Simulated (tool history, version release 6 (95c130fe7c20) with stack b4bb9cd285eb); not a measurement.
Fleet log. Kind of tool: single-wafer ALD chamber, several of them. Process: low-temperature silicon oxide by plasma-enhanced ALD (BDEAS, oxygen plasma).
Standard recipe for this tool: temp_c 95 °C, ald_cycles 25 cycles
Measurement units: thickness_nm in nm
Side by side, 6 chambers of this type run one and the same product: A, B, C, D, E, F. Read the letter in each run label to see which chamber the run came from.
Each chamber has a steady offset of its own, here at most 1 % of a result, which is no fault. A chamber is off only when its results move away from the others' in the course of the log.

run,day,temp_c,ald_cycles,hours since the last thermocouple change,"read-back reference wafer on the same gauge, thickness_nm",thickness_nm
1B,0.2,95,25,600.9,3.2506,3.6485
2F,0.342,95,25,430.7,3.2489,3.6173
3A,0.504,95,25,313,3.2499,3.6034
4C,0.646,95,25,966.6,3.2527,3.6269
5D,0.829,95,25,750.6,3.2498,3.658
6E,0.933,95,25,372.9,3.2514,3.6478
7B,1.125,95,25,623.1,3.2503,3.6476
8E,1.275,95,25,381.1,3.2483,3.6431
9F,1.375,95,25,455.5,3.2496,3.6203
10D,1.55,95,25,767.9,3.2499,3.6644
11C,1.725,95,25,992.5,3.2494,3.6181
12A,1.833,95,25,344.9,3.2501,3.5808
13A,1.933,95,25,347.3,3.2509,3.6057
14D,2.108,95,25,781.3,3.2522,3.6525
15B,2.233,95,25,649.7,3.2488,3.658
16F,2.346,95,25,478.8,3.2492,3.6222
17C,2.442,95,23,1009.7,3.2498,3.3462
18E,2.642,95,23,413.9,3.2492,3.346
19A,2.825,95,23,368.7,3.2497,3.2948
20B,2.946,95,23,666.8,3.2493,3.3705
21C,3.1,95,23,1025.5,3.2505,3.3333
22F,3.246,95,23,500.4,3.2492,3.3328
23D,3.346,95,25,811,3.2508,3.6742
24E,3.496,95,25,434.4,3.2485,3.6405
25C,3.683,95,25,1039.5,3.2514,3.6379
26D,3.783,95,25,821.5,3.2505,3.6623
27A,3.946,95,25,395.6,3.2505,3.5943
28B,4.046,95,25,693.2,3.2501,3.6927
29F,4.212,95,20,523.6,3.2495,2.9056
30E,4.35,95,20,454.9,3.2511,2.9151
31C,4.529,95,20,1059.8,3.2506,2.9032
32E,4.629,95,20,461.6,3.2489,2.9192
33B,4.725,95,20,709.5,3.2494,2.9511
34F,4.862,95,20,539.2,3.2502,2.8989
35A,5.025,95,25,421.5,3.2495,3.5934
36D,5.196,95,25,855.4,3.2504,3.6568
37C,5.362,95,25,1079.8,3.2503,3.6179
38B,5.504,95,25,728.2,3.2498,3.7129
39F,5.7,95,25,559.3,3.2502,3.6275
40D,5.875,95,25,871.7,3.2486,3.659

Which is it: a chamber that has drifted or been left off by a service, a gauge drift common to all chambers, or only each chamber's usual small offset? If a chamber is off, name it and its likeliest cause.

Little by little, chamber B moves away from the other chambers.
What lies behind it: wafer temperature below the value expected at the setpoint (K) = 5.36.

Here are 4 candidates for chamber B's next run, each the usual settings with a change, their results left as question marks. Which one brings its results back in line with what the others give on the usual settings?
To be in line, a result may differ from the other chambers' mean on the usual settings by at most: thickness_nm 0.029 nm
41B-1,6.021,79,25,,,?
41B-2,6.021,114,25,,,?
41B-3,6.021,103,25,,,?
41B-4,6.021,87,25,,,?

Usual-settings mean across the other chambers: thickness_nm 3.6304 nm
run,thickness_nm
41B-1,3.9333
41B-2,3.5342
41B-3,3.621
41B-4,3.8292
The right change is 41B-3: it brings the chamber back within the allowed miss of the others.

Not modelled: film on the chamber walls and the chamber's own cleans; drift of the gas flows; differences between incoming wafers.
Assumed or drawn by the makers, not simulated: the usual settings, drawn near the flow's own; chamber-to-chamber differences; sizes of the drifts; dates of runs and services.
